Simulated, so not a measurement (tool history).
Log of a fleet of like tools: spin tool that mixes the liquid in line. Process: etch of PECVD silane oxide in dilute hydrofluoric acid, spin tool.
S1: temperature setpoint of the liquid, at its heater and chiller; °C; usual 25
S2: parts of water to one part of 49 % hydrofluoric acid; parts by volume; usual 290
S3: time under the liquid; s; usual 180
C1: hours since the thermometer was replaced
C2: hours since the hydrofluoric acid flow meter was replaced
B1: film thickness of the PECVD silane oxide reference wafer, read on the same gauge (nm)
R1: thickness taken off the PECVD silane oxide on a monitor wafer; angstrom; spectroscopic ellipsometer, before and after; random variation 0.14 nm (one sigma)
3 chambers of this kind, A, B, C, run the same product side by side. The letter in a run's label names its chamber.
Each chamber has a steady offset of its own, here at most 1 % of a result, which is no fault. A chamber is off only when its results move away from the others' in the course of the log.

Run 1B, hour 7.7: usual settings; C1 2275.8; C2 1340.2; B1 49.981. Result: R1 148.76 angstrom.
Run 2C, hour 16.9: usual settings; C1 171.7; C2 343.1; B1 50.046. Result: R1 146.09 angstrom.
Run 3A, hour 23.1: usual settings; C1 1053.5; C2 1223.9; B1 50.004. Result: R1 142.35 angstrom.
Run 4B, hour 32.6: usual settings; C1 2300.7; C2 1365.1; B1 49.989. Result: R1 146.95 angstrom.
Run 5A, hour 38.9: usual settings; C1 1069.3; C2 1239.7; B1 49.98. Result: R1 146.49 angstrom.
Run 6C, hour 45: usual settings; C1 199.8; C2 371.2; B1 49.972. Result: R1 147.63 angstrom.
Run 7C, hour 52: usual settings; C1 206.8; C2 378.2; B1 49.992. Result: R1 147.16 angstrom.
Run 8B, hour 58.3: usual settings; C1 2326.4; C2 1390.8; B1 49.964. Result: R1 147.01 angstrom.
Run 9A, hour 64.3: usual settings; C1 1094.7; C2 1265.1; B1 50.034. Result: R1 146.73 angstrom.
Run 10A, hour 73: usual settings but S1 23.5 °C; C1 1103.4; C2 1273.8; B1 49.993. Result: R1 139.1 angstrom.
Run 11C, hour 80.1: usual settings but S1 23.5 °C; C1 234.9; C2 406.3; B1 49.978. Result: R1 139.24 angstrom.
Run 12B, hour 85.5: usual settings but S1 23.5 °C; C1 2353.6; C2 1418; B1 50.055. Result: R1 139.15 angstrom.
Run 13A, hour 93.6: usual settings; C1 1124; C2 1294.4; B1 50.012. Result: R1 146.24 angstrom.
Run 14B, hour 98.6: usual settings; C1 2366.7; C2 1431.1; B1 50.055. Result: R1 149.68 angstrom.
Run 15C, hour 104.2: usual settings; C1 259; C2 430.4; B1 49.971. Result: R1 147.23 angstrom.
Run 16C, hour 113.1: usual settings; C1 267.9; C2 439.3; B1 50.011. Result: R1 146 angstrom.
Run 17B, hour 117.7: usual settings; C1 2385.8; C2 1450.2; B1 49.991. Result: R1 144.32 angstrom.
Run 18A, hour 122.2: usual settings; C1 1152.6; C2 1323; B1 50.021. Result: R1 143.98 angstrom.
Run 19B, hour 128.9: usual settings; C1 2397; C2 1461.4; B1 49.995. Result: R1 147.16 angstrom.
Run 20C, hour 135.3: usual settings but S1 28.5 °C, S2 235 parts by volume; C1 290.1; C2 461.5; B1 49.974. Result: R1 215.48 angstrom.
Run 21A, hour 140: usual settings but S1 28.5 °C, S2 235 parts by volume; C1 1170.4; C2 1340.8; B1 49.984. Result: R1 221.07 angstrom.

Is one chamber off against the others, does the gauge drift, or is nothing wrong? If a chamber is off, say which, and what the likeliest cause is.

No chamber stands off beyond its own small offset, and the gauge holds steady.

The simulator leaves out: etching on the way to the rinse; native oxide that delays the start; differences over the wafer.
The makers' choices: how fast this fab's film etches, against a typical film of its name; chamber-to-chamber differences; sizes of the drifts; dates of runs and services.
